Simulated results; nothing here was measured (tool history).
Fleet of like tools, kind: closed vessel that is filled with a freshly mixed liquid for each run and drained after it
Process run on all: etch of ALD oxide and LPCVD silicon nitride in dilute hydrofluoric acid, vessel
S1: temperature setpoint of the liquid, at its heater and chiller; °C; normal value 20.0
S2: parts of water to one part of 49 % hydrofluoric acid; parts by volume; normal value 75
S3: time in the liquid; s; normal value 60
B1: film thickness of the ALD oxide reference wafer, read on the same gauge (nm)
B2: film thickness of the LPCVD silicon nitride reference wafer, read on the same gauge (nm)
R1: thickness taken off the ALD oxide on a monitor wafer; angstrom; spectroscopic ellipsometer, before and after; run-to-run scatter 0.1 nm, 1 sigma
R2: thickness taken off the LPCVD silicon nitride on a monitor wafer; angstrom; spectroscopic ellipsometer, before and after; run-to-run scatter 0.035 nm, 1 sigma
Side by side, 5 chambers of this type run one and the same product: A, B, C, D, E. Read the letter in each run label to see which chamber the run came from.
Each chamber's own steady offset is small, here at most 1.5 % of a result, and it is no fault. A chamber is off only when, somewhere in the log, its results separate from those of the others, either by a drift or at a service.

run   hour    S1  S2  S3      B1      B2       R1      R2
 1C    6.5  20.0  75  60  40.026  69.984  121.270  2.3461
 2D   15.1  20.0  75  60  40.016  70.008  121.230  3.0616
      22.0  -- chamber D: hydrofluoric acid flow meter replaced
      24.2  -- chamber E: hydrofluoric acid flow meter replaced
 3E   25.0  20.0  75  60  39.968  69.994  120.780  2.3343
 4B   30.9  20.0  75  60  39.961  70.041  118.650  3.1558
 5A   35.9  20.0  75  60  40.060  70.018  122.310  2.6594
 6C   45.2  17.5  75  40  40.040  70.032   73.235  1.4806
 7E   54.2  17.5  75  40  40.000  70.001   73.008  1.5214
 8D   59.5  17.5  75  40  39.960  70.028   73.390  1.6661
 9B   65.2  17.5  75  40  39.978  69.982   71.716  1.3663
10A   74.7  17.5  75  40  40.023  70.020   72.973  1.3845
11B   81.8  17.0  75  60  39.992  70.001  106.150  2.5851
12E   90.9  17.0  75  60  40.007  69.998  106.640  2.2031
13C   96.8  17.0  75  60  40.005  69.997  108.890  2.5887
14A  101.4  17.0  75  60  39.986  69.989  106.870  1.8057
15D  110.2  17.0  75  60  39.962  69.981  106.260  2.1696
16A  117.8  20.0  75  60  39.980  70.014  122.250  2.7890
17D  124.5  20.0  75  60  40.021  70.021  122.360  2.2735
18C  134.9  20.0  75  60  40.027  70.001  123.960  2.9010
19E  143.9  20.0  75  60  39.969  69.987  121.660  2.8412
20B  148.7  20.0  75  60  40.011  69.968  121.250  2.6983
21D  157.9  20.0  75  60  39.993  70.016  122.160  2.3720
22C  167.8  20.0  75  60  40.003  69.996  121.240  2.9933
23A  175.6  20.0  75  60  40.043  70.009  122.810  3.4015
24B  182.0  20.0  75  60  39.998  70.012  120.190  2.9126
25E  189.7  20.0  75  60  39.980  69.947  121.420  3.1492
26C  195.2  20.0  75  60  39.998  69.984  123.910  3.1168
27E  204.5  20.0  75  60  39.998  69.983  119.890  3.1375
28B  214.6  18.0  75  80  39.985  69.986  149.940  3.4614
29D  221.1  18.0  75  80  40.014  70.002  150.440  3.5576
30A  227.9  18.0  75  80  40.002  69.995  148.590  3.7232
31B  233.6  18.0  75  80  39.976  70.012  145.490  3.6698
     234.1  -- chamber C: hydrofluoric acid flow meter replaced
32A  241.0  18.0  75  80  39.975  69.995  148.200  3.4849
33E  249.4  20.0  75  60  39.991  69.995  119.360  2.9909
34C  256.9  20.0  75  60  39.998  70.005  124.240  3.2509
35D  262.6  20.0  75  60  39.961  69.957  121.860  2.9085
36B  269.5  20.0  75  60  40.012  69.983  119.510  2.4717
37E  277.5  20.0  75  60  40.032  70.033  121.110  3.3553

Each of the 5 chambers runs these same settings next. Fill in every chamber's results:
38A  285.1  20.0  45  60           ?   ?
38B  285.1  20.0  45  60           ?   ?
38C  285.1  20.0  45  60           ?   ?
38D  285.1  20.0  45  60           ?   ?
38E  285.1  20.0  45  60           ?   ?

run       R1      R2
38A  209.180  5.0501
38B  203.980  4.7832
38C  212.210  4.5696
38D  208.580  4.5682
38E  209.440  4.6924

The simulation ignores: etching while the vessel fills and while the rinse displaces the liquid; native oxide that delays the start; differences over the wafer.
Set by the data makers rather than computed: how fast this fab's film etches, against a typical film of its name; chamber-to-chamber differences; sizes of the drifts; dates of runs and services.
